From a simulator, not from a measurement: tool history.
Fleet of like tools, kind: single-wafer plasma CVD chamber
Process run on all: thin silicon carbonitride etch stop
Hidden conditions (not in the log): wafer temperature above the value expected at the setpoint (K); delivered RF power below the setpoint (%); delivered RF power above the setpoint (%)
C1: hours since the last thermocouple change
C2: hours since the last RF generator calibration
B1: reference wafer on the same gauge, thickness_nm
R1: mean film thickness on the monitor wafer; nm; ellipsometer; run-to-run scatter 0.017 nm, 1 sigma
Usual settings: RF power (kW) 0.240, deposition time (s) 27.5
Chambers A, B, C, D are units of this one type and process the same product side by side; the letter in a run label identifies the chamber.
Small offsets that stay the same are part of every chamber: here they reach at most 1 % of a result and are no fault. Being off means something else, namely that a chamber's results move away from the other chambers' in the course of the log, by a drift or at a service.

{"run": "1A", "hour": 8.1, "RF power (kW)": 0.24, "deposition time (s)": 27.5, "C1": 255.9, "C2": 917.4, "B1": 17.803, "R1": 16.457}
{"run": "2C", "hour": 18.8, "RF power (kW)": 0.24, "deposition time (s)": 27.5, "C1": 1088.0, "C2": 929.8, "B1": 17.801, "R1": 16.468}
{"run": "3B", "hour": 31.0, "RF power (kW)": 0.24, "deposition time (s)": 27.5, "C1": 771.6, "C2": 382.3, "B1": 17.809, "R1": 16.531}
{"run": "4D", "hour": 36.9, "RF power (kW)": 0.24, "deposition time (s)": 27.5, "C1": 861.3, "C2": 1611.8, "B1": 17.81, "R1": 16.676}
{"run": "5C", "hour": 42.4, "RF power (kW)": 0.205, "deposition time (s)": 32.8, "C1": 1111.6, "C2": 953.4, "B1": 17.818, "R1": 18.736}
{"run": "6B", "hour": 53.8, "RF power (kW)": 0.205, "deposition time (s)": 32.8, "C1": 794.4, "C2": 405.1, "B1": 17.817, "R1": 18.824}
{"run": "7D", "hour": 63.1, "RF power (kW)": 0.205, "deposition time (s)": 32.8, "C1": 887.5, "C2": 1638.0, "B1": 17.818, "R1": 18.991}
{"run": "8A", "hour": 72.1, "RF power (kW)": 0.205, "deposition time (s)": 32.8, "C1": 319.9, "C2": 981.4, "B1": 17.822, "R1": 18.735}
{"run": "9A", "hour": 78.4, "RF power (kW)": 0.24, "deposition time (s)": 30.7, "C1": 326.2, "C2": 987.7, "B1": 17.823, "R1": 18.437}
{"hour": 88.2, "done": "chamber D: RF generator calibrated"}
{"run": "10B", "hour": 89.4, "RF power (kW)": 0.24, "deposition time (s)": 30.7, "C1": 830.0, "C2": 440.7, "B1": 17.828, "R1": 18.459}
{"run": "11C", "hour": 98.0, "RF power (kW)": 0.24, "deposition time (s)": 30.7, "C1": 1167.2, "C2": 1009.0, "B1": 17.835, "R1": 18.388}
{"run": "12D", "hour": 107.6, "RF power (kW)": 0.24, "deposition time (s)": 30.7, "C1": 932.0, "C2": 19.5, "B1": 17.832, "R1": 18.625}
{"run": "13B", "hour": 115.8, "RF power (kW)": 0.24, "deposition time (s)": 27.5, "C1": 856.4, "C2": 467.1, "B1": 17.837, "R1": 16.524}
{"run": "14C", "hour": 125.6, "RF power (kW)": 0.24, "deposition time (s)": 27.5, "C1": 1194.8, "C2": 1036.6, "B1": 17.84, "R1": 16.496}
{"run": "15D", "hour": 135.5, "RF power (kW)": 0.24, "deposition time (s)": 27.5, "C1": 959.9, "C2": 47.4, "B1": 17.844, "R1": 16.728}
{"run": "16A", "hour": 147.5, "RF power (kW)": 0.24, "deposition time (s)": 27.5, "C1": 395.3, "C2": 1056.8, "B1": 17.847, "R1": 16.528}
{"run": "17A", "hour": 158.6, "RF power (kW)": 0.24, "deposition time (s)": 27.5, "C1": 406.4, "C2": 1067.9, "B1": 17.85, "R1": 16.544}
{"run": "18D", "hour": 165.7, "RF power (kW)": 0.24, "deposition time (s)": 27.5, "C1": 990.1, "C2": 77.6, "B1": 17.851, "R1": 16.719}
{"run": "19B", "hour": 171.6, "RF power (kW)": 0.24, "deposition time (s)": 27.5, "C1": 912.2, "C2": 522.9, "B1": 17.857, "R1": 16.556}
{"run": "20C", "hour": 182.4, "RF power (kW)": 0.24, "deposition time (s)": 27.5, "C1": 1251.6, "C2": 1093.4, "B1": 17.855, "R1": 16.499}
{"run": "21A", "hour": 191.8, "RF power (kW)": 0.24, "deposition time (s)": 27.5, "C1": 439.6, "C2": 1101.1, "B1": 17.858, "R1": 16.542}
{"run": "22B", "hour": 203.3, "RF power (kW)": 0.24, "deposition time (s)": 27.5, "C1": 943.9, "C2": 554.6, "B1": 17.866, "R1": 16.576}
{"run": "23C", "hour": 209.0, "RF power (kW)": 0.24, "deposition time (s)": 27.5, "C1": 1278.2, "C2": 1120.0, "B1": 17.864, "R1": 16.523}
{"run": "24D", "hour": 215.1, "RF power (kW)": 0.24, "deposition time (s)": 27.5, "C1": 1039.5, "C2": 127.0, "B1": 17.868, "R1": 16.729}
{"run": "25C", "hour": 227.4, "RF power (kW)": 0.24, "deposition time (s)": 27.5, "C1": 1296.6, "C2": 1138.4, "B1": 17.874, "R1": 16.513}
{"run": "26B", "hour": 236.5, "RF power (kW)": 0.24, "deposition time (s)": 27.5, "C1": 977.1, "C2": 587.8, "B1": 17.874, "R1": 16.584}

The same settings go to every chamber for the next run, one line per chamber below. Forecast the results for each:
{"run": "27A", "hour": 245.3, "RF power (kW)": 0.24, "deposition time (s)": 24.1, "R1": "?"}
{"run": "27B", "hour": 245.3, "RF power (kW)": 0.24, "deposition time (s)": 24.1, "R1": "?"}
{"run": "27C", "hour": 245.3, "RF power (kW)": 0.24, "deposition time (s)": 24.1, "R1": "?"}
{"run": "27D", "hour": 245.3, "RF power (kW)": 0.24, "deposition time (s)": 24.1, "R1": "?"}

run=27A R1=14.502
run=27B R1=14.520
run=27C R1=14.500
run=27D R1=14.686
